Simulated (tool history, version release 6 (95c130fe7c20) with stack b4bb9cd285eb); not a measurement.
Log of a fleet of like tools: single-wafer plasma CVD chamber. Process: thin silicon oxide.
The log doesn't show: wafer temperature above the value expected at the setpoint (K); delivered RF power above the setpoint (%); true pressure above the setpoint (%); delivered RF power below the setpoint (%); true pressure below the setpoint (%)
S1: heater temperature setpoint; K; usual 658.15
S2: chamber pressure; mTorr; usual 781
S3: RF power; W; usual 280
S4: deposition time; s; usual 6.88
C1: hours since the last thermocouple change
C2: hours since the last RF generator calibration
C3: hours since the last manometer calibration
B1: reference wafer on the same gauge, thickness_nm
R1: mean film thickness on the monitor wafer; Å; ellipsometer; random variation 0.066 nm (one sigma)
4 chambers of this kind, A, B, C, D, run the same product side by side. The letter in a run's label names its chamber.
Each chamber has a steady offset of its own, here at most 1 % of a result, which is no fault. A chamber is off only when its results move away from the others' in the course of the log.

run 1B hour=11.3 | S1=658.15 S2=781 S3=280 S4=6.88 | C1=1598.6 C2=132.8 C3=1069.2 | B1=11.396 | R1=121.25
run 2D hour=23.3 | S1=658.15 S2=781 S3=280 S4=6.88 | C1=1388.3 C2=398.8 C3=255.7 | B1=11.389 | R1=120.37
run 3C hour=32.6 | S1=658.15 S2=781 S3=280 S4=6.88 | C1=2063.6 C2=561.1 C3=587 | B1=11.393 | R1=119.95
run 4A hour=40.5 | S1=658.15 S2=781 S3=280 S4=6.88 | C1=889.7 C2=562.3 C3=1012 | B1=11.409 | R1=120.66
run 5C hour=50.3 | S1=658.15 S2=781 S3=280 S4=6.88 | C1=2081.3 C2=578.8 C3=604.7 | B1=11.404 | R1=121.17
run 6D hour=58.3 | S1=658.15 S2=781 S3=280 S4=6.88 | C1=1423.3 C2=433.8 C3=290.7 | B1=11.385 | R1=120.17
run 7B hour=70.9 | S1=658.15 S2=781 S3=280 S4=6.88 | C1=1658.2 C2=192.4 C3=1128.8 | B1=11.397 | R1=122.55
run 8A hour=86.9 | S1=658.15 S2=781 S3=280 S4=6.88 | C1=936.1 C2=608.7 C3=1058.4 | B1=11.401 | R1=120.57
run 9D hour=99.9 | S1=658.15 S2=781 S3=280 S4=6.88 | C1=1464.9 C2=475.4 C3=332.3 | B1=11.387 | R1=120.75
run 10A hour=113.2 | S1=658.15 S2=781 S3=280 S4=6.88 | C1=962.4 C2=635 C3=1084.7 | B1=11.413 | R1=120.57
run 11C hour=122.2 | S1=658.15 S2=781 S3=280 S4=6.88 | C1=2153.2 C2=650.7 C3=676.6 | B1=11.397 | R1=120.64
run 12B hour=134.1 | S1=658.15 S2=781 S3=280 S4=6.88 | C1=1721.4 C2=255.6 C3=1192 | B1=11.395 | R1=121.37
run 13B hour=141.2 | S1=658.15 S2=781 S3=280 S4=6.88 | C1=1728.5 C2=262.7 C3=1199.1 | B1=11.409 | R1=120.79
run 14C hour=149.8 | S1=658.15 S2=781 S3=280 S4=6.88 | C1=2180.8 C2=678.3 C3=704.2 | B1=11.394 | R1=121.46
run 15D hour=157.2 | S1=658.15 S2=781 S3=280 S4=6.88 | C1=1522.2 C2=532.7 C3=389.6 | B1=11.393 | R1=118.17
run 16A hour=165 | S1=658.15 S2=781 S3=280 S4=6.88 | C1=1014.2 C2=686.8 C3=1136.5 | B1=11.391 | R1=122.5
-- hour=172.9 chamber A: capacitance manometer re-zeroed and calibrated
run 17B hour=178.4 | S1=658.15 S2=781 S3=280 S4=6.88 | C1=1765.7 C2=299.9 C3=1236.3 | B1=11.397 | R1=120.75
run 18D hour=192.6 | S1=658.15 S2=781 S3=280 S4=6.88 | C1=1557.6 C2=568.1 C3=425 | B1=11.412 | R1=117.73
run 19A hour=200.1 | S1=658.15 S2=781 S3=280 S4=6.88 | C1=1049.3 C2=721.9 C3=27.3 | B1=11.394 | R1=120.1
run 20C hour=207.9 | S1=658.15 S2=781 S3=280 S4=6.88 | C1=2238.9 C2=736.4 C3=762.3 | B1=11.4 | R1=120.95
run 21A hour=219.6 | S1=658.15 S2=781 S3=280 S4=6.88 | C1=1068.8 C2=741.4 C3=46.8 | B1=11.39 | R1=120.76
run 22D hour=233.6 | S1=658.15 S2=781 S3=280 S4=6.88 | C1=1598.6 C2=609.1 C3=466 | B1=11.403 | R1=115.91
run 23C hour=246.1 | S1=658.15 S2=883 S3=280 S4=6.37 | C1=2277.1 C2=774.6 C3=800.5 | B1=11.395 | R1=125.05
run 24B hour=260.5 | S1=658.15 S2=883 S3=280 S4=6.37 | C1=1847.8 C2=382 C3=1318.4 | B1=11.394 | R1=125.43
-- hour=269.6 chamber C: thermocouple changed; heater temperature recalibrated
run 25C hour=272.9 | S1=658.15 S2=883 S3=280 S4=6.37 | C1=3.4 C2=801.4 C3=827.3 | B1=11.394 | R1=124.97
run 26A hour=288.4 | S1=658.15 S2=883 S3=280 S4=6.37 | C1=1137.6 C2=810.2 C3=115.6 | B1=11.403 | R1=126.28
run 27D hour=299 | S1=658.15 S2=781 S3=280 S4=6.88 | C1=1664 C2=674.5 C3=531.4 | B1=11.409 | R1=114.32
-- hour=307.7 chamber B: capacitance manometer re-zeroed and calibrated
run 28B hour=312.7 | S1=658.15 S2=781 S3=280 S4=6.88 | C1=1900 C2=434.2 C3=5 | B1=11.404 | R1=120.72
run 29C hour=322.6 | S1=658.15 S2=781 S3=280 S4=6.88 | C1=53.1 C2=851.1 C3=877 | B1=11.384 | R1=121.02

Is one chamber off against the others, does the gauge drift, or is nothing wrong? If a chamber is off, say which, and what the likeliest cause is.

Chamber D drifts away from the others.
Cause: true pressure below the setpoint (%) = 5.36.

Here are 4 candidates for chamber D's next run, each the usual settings with a change, their results left as question marks. Which one brings its results back in line with what the others give on the usual settings?
In line means no further than this from the other chambers' mean on the usual settings: R1 2.3 Å
run 30D-1 hour=334.3 | S1=658.15 S2=809 S3=280 S4=7.03 | R1=?
run 30D-2 hour=334.3 | S1=658.15 S2=781 S3=280 S4=6.18 | R1=?
run 30D-3 hour=334.3 | S1=658.15 S2=781 S3=275 S4=6.54 | R1=?
run 30D-4 hour=334.3 | S1=658.15 S2=781 S3=280 S4=7.59 | R1=?

The other chambers' mean on the usual settings: R1 120.98 Å
run=30D-1 R1=120.86
run=30D-2 R1=102.57
run=30D-3 R1=107.72
run=30D-4 R1=125.92
30D-1 brings the chamber back in line.
